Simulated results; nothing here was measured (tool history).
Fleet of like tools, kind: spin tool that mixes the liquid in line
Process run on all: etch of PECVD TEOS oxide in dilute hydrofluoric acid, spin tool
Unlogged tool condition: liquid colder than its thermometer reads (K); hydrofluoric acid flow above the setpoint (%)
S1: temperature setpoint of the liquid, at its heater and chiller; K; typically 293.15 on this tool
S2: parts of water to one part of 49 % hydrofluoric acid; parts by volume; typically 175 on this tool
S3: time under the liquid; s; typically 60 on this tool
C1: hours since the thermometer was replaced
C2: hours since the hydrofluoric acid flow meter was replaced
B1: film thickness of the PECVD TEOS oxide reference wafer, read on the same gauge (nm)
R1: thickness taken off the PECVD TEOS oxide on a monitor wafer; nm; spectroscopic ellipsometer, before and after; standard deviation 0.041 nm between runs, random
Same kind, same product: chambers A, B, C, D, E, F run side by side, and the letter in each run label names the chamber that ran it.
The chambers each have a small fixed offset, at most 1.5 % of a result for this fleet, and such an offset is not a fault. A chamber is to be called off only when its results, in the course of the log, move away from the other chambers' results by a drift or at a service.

{"run": "1A", "hour": 5.7, "S1": 293.15, "S2": 175, "S3": 60, "C1": 522.5, "C2": 293.4, "B1": 119.99, "R1": 4.5455}
{"run": "2E", "hour": 15.8, "S1": 293.15, "S2": 175, "S3": 60, "C1": 185.7, "C2": 1208, "B1": 119.99, "R1": 4.5298}
{"run": "3B", "hour": 22.5, "S1": 293.15, "S2": 175, "S3": 60, "C1": 667.2, "C2": 1114.3, "B1": 120.02, "R1": 4.5664}
{"run": "4F", "hour": 28.1, "S1": 293.15, "S2": 175, "S3": 60, "C1": 564, "C2": 126, "B1": 119.99, "R1": 4.458}
{"run": "5D", "hour": 33.0, "S1": 293.15, "S2": 175, "S3": 60, "C1": 490.3, "C2": 1815.7, "B1": 119.98, "R1": 4.5866}
{"run": "6C", "hour": 41.2, "S1": 293.15, "S2": 175, "S3": 60, "C1": 675.9, "C2": 191.9, "B1": 120, "R1": 4.5947}
{"run": "7C", "hour": 51.7, "S1": 293.15, "S2": 175, "S3": 60, "C1": 686.4, "C2": 202.4, "B1": 119.99, "R1": 4.5909}
{"run": "8E", "hour": 60.3, "S1": 293.15, "S2": 175, "S3": 60, "C1": 230.2, "C2": 1252.5, "B1": 119.98, "R1": 4.553}
{"run": "9B", "hour": 69.5, "S1": 293.15, "S2": 175, "S3": 45, "C1": 714.2, "C2": 1161.3, "B1": 119.98, "R1": 3.4196}
{"run": "10F", "hour": 77.2, "S1": 293.15, "S2": 175, "S3": 45, "C1": 613.1, "C2": 175.1, "B1": 119.99, "R1": 3.3592}
{"run": "11A", "hour": 83.0, "S1": 293.15, "S2": 175, "S3": 45, "C1": 599.8, "C2": 370.7, "B1": 120.04, "R1": 3.4058}
{"run": "12D", "hour": 89.0, "S1": 293.15, "S2": 175, "S3": 45, "C1": 546.3, "C2": 1871.7, "B1": 120.03, "R1": 3.417}
{"run": "13D", "hour": 98.4, "S1": 293.15, "S2": 175, "S3": 45, "C1": 555.7, "C2": 1881.1, "B1": 120.02, "R1": 3.4173}
{"run": "14A", "hour": 104.0, "S1": 293.15, "S2": 175, "S3": 45, "C1": 620.8, "C2": 391.7, "B1": 119.99, "R1": 3.3629}
{"run": "15B", "hour": 110.6, "S1": 296.15, "S2": 225, "S3": 60, "C1": 755.3, "C2": 1202.4, "B1": 119.96, "R1": 3.761}
{"run": "16E", "hour": 116.7, "S1": 296.15, "S2": 225, "S3": 60, "C1": 286.6, "C2": 1308.9, "B1": 120, "R1": 3.7318}
{"run": "17F", "hour": 126.5, "S1": 296.15, "S2": 225, "S3": 60, "C1": 662.4, "C2": 224.4, "B1": 120.02, "R1": 3.7527}
{"run": "18C", "hour": 137.1, "S1": 296.15, "S2": 225, "S3": 60, "C1": 771.8, "C2": 287.8, "B1": 120.03, "R1": 3.8107}
{"run": "19A", "hour": 147.1, "S1": 296.15, "S2": 225, "S3": 60, "C1": 663.9, "C2": 434.8, "B1": 120, "R1": 3.7186}
{"run": "20E", "hour": 156.7, "S1": 296.15, "S2": 225, "S3": 60, "C1": 326.6, "C2": 1348.9, "B1": 120.01, "R1": 3.8028}
{"run": "21B", "hour": 166.2, "S1": 293.15, "S2": 175, "S3": 60, "C1": 810.9, "C2": 1258, "B1": 119.98, "R1": 4.5536}
{"hour": 172.6, "done": "chamber A: hydrofluoric acid flow meter replaced"}
{"run": "22F", "hour": 174.9, "S1": 293.15, "S2": 175, "S3": 60, "C1": 710.8, "C2": 272.8, "B1": 119.98, "R1": 4.4592}
{"run": "23C", "hour": 181.5, "S1": 293.15, "S2": 175, "S3": 60, "C1": 816.2, "C2": 332.2, "B1": 120, "R1": 4.5894}
{"hour": 184.7, "done": "chamber A: thermometer replaced"}
{"run": "24D", "hour": 187.2, "S1": 293.15, "S2": 175, "S3": 60, "C1": 644.5, "C2": 1969.9, "B1": 120.01, "R1": 4.5079}
{"run": "25F", "hour": 194.9, "S1": 293.15, "S2": 235, "S3": 60, "C1": 730.8, "C2": 292.8, "B1": 120.03, "R1": 3.1894}
{"run": "26D", "hour": 205.3, "S1": 293.15, "S2": 235, "S3": 60, "C1": 662.6, "C2": 1988, "B1": 120.01, "R1": 3.2248}
{"run": "27B", "hour": 212.5, "S1": 293.15, "S2": 235, "S3": 60, "C1": 857.2, "C2": 1304.3, "B1": 120, "R1": 3.2174}
{"run": "28C", "hour": 221.6, "S1": 293.15, "S2": 235, "S3": 60, "C1": 856.3, "C2": 372.3, "B1": 120, "R1": 3.215}
{"run": "29A", "hour": 229.2, "S1": 293.15, "S2": 235, "S3": 60, "C1": 44.6, "C2": 56.7, "B1": 120.01, "R1": 3.1865}
{"run": "30E", "hour": 235.9, "S1": 293.15, "S2": 235, "S3": 60, "C1": 405.8, "C2": 1428.1, "B1": 120.01, "R1": 3.3953}
{"run": "31B", "hour": 244.9, "S1": 293.15, "S2": 175, "S3": 60, "C1": 889.6, "C2": 1336.7, "B1": 119.98, "R1": 4.5677}
{"run": "32C", "hour": 249.7, "S1": 293.15, "S2": 175, "S3": 60, "C1": 884.4, "C2": 400.4, "B1": 119.99, "R1": 4.5168}
{"run": "33D", "hour": 255.8, "S1": 293.15, "S2": 175, "S3": 60, "C1": 713.1, "C2": 2038.5, "B1": 119.98, "R1": 4.5587}
{"run": "34E", "hour": 260.6, "S1": 293.15, "S2": 175, "S3": 60, "C1": 430.5, "C2": 1452.8, "B1": 120.01, "R1": 4.7914}
{"run": "35A", "hour": 266.4, "S1": 293.15, "S2": 175, "S3": 60, "C1": 81.8, "C2": 93.9, "B1": 119.98, "R1": 4.5294}
{"run": "36F", "hour": 272.0, "S1": 293.15, "S2": 175, "S3": 60, "C1": 807.9, "C2": 369.9, "B1": 120.03, "R1": 4.4338}
{"run": "37F", "hour": 282.4, "S1": 293.15, "S2": 175, "S3": 60, "C1": 818.3, "C2": 380.3, "B1": 120.03, "R1": 4.443}
{"run": "38B", "hour": 287.8, "S1": 293.15, "S2": 105, "S3": 75, "C1": 932.5, "C2": 1379.6, "B1": 120.01, "R1": 10.158}
{"run": "39D", "hour": 294.5, "S1": 293.15, "S2": 105, "S3": 75, "C1": 751.8, "C2": 2077.2, "B1": 119.98, "R1": 10.37}
{"run": "40E", "hour": 302.3, "S1": 293.15, "S2": 105, "S3": 75, "C1": 472.2, "C2": 1494.5, "B1": 120.03, "R1": 10.694}
{"run": "41C", "hour": 311.8, "S1": 293.15, "S2": 105, "S3": 75, "C1": 946.5, "C2": 462.5, "B1": 119.99, "R1": 10.123}
{"run": "42A", "hour": 321.3, "S1": 293.15, "S2": 105, "S3": 75, "C1": 136.7, "C2": 148.8, "B1": 120, "R1": 10.148}
{"run": "43A", "hour": 330.2, "S1": 293.15, "S2": 105, "S3": 75, "C1": 145.6, "C2": 157.7, "B1": 120, "R1": 10.285}
{"run": "44B", "hour": 338.5, "S1": 293.15, "S2": 175, "S3": 60, "C1": 983.2, "C2": 1430.3, "B1": 119.99, "R1": 4.5376}

All 6 chambers run these settings next. Forecast each chamber's results:
{"run": "45A", "hour": 346.1, "S1": 293.15, "S2": 175, "S3": 60, "R1": "?"}
{"run": "45B", "hour": 346.1, "S1": 293.15, "S2": 175, "S3": 60, "R1": "?"}
{"run": "45C", "hour": 346.1, "S1": 293.15, "S2": 175, "S3": 60, "R1": "?"}
{"run": "45D", "hour": 346.1, "S1": 293.15, "S2": 175, "S3": 60, "R1": "?"}
{"run": "45E", "hour": 346.1, "S1": 293.15, "S2": 175, "S3": 60, "R1": "?"}
{"run": "45F", "hour": 346.1, "S1": 293.15, "S2": 175, "S3": 60, "R1": "?"}

run=45A R1=4.4533
run=45B R1=4.5476
run=45C R1=4.6124
run=45D R1=4.4946
run=45E R1=4.8537
run=45F R1=4.5323

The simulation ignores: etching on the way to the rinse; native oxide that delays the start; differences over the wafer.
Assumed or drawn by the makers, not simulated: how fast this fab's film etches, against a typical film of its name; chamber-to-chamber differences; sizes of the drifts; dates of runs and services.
